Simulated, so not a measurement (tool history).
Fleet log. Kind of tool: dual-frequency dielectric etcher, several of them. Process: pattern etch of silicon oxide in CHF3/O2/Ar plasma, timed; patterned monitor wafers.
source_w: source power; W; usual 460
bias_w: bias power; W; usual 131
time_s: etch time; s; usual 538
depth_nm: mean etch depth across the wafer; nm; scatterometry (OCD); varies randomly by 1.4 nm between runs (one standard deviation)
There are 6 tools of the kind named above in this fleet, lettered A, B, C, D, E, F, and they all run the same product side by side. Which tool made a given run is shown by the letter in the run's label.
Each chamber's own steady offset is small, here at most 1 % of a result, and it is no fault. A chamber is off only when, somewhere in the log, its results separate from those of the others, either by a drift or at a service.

run   hour  source_w  bias_w  time_s  read-back reference wafer on the same gauge, depth_nm  depth_nm
 1E    4.2       460     131     538                                                 1024.6    869.83
 2C   11.3       460     131     538                                                 1024.6    866.52
 3A   16.3       460     131     538                                                   1024    867.93
 4D   23.9       460     131     538                                                 1024.4    858.35
 5F     29       460     131     538                                                 1024.2     870.4
 6B     38       460     131     538                                                 1023.9    866.72
 7D   44.1       520     131     410                                                 1024.2    687.08
      48.9  -- chamber E: source power generator calibrated
 8F   52.9       520     131     410                                                 1023.4    698.36
 9B   58.9       520     131     410                                                   1024    692.31
10C   66.1       520     131     410                                                 1023.4    692.55
      68.2  -- chamber E: wet clean of the chamber
11E   74.1       520     131     410                                                 1023.2    695.48
12A   78.1       520     131     410                                                   1023    690.04
13D   82.2       460     131     538                                                 1023.1    861.06
14B   89.9       460     131     538                                                 1022.6    866.28
15C   98.2       460     131     538                                                 1022.3    862.95
16F  105.3       460     131     538                                                 1022.3    870.44
17A  110.6       460     131     538                                                 1022.4    863.08
18E  116.5       460     131     538                                                   1022    867.96
19D  124.7       460     131     538                                                 1021.2    859.32
20E  129.7       460     131     538                                                 1021.7    866.93
21A  136.3       460     131     538                                                 1021.2    864.36
22B  142.8       460     131     538                                                 1021.5    864.68
23F  147.6       460     131     538                                                 1021.1    868.25
24C    152       460     131     538                                                 1021.4    863.59
25E  156.9       460     131     538                                                   1021    868.76
26C  164.4       460     131     538                                                 1021.1    865.51
27F  171.1       460     131     538                                                 1020.7    866.98
28A  177.1       460     131     538                                                 1020.2    866.02
29B  181.2       410     131     627                                                 1020.4    962.08
30D  185.2       410     131     627                                                   1020    957.03
31E  189.4       410     131     627                                                 1020.5    965.78
32C    197       410     131     627                                                 1020.1       963
     202.4  -- chamber D: wet clean of the chamber
33F  203.6       410     131     627                                                 1019.3    971.36
34B  207.9       410     131     627                                                 1019.8    958.88
35A  212.6       460     131     538                                                 1019.6    863.63
36D  218.6       460     131     538                                                 1019.3    857.03
     220.6  -- chamber A: wet clean of the chamber
37C  227.3       460     131     538                                                 1019.4    862.08
38F    236       460     131     538                                                 1018.6    865.92
39E  243.1       460     131     538                                                 1018.7    864.75
40D  249.4       460     131     538                                                 1018.4    858.14
41B  254.5       460     131     538                                                 1018.2    862.28
42A  263.4       460     131     538                                                 1018.2     861.1

All chambers now run identical settings, listed one chamber a line with results as question marks. What results will each chamber show?
43A  269.8       460     131   590.5                                                                ?
43B  269.8       460     131   590.5                                                                ?
43C  269.8       460     131   590.5                                                                ?
43D  269.8       460     131   590.5                                                                ?
43E  269.8       460     131   590.5                                                                ?
43F  269.8       460     131   590.5                                                                ?

run  depth_nm
43A    943.72
43B    945.52
43C    945.37
43D     940.4
43E    949.21
43F    950.91
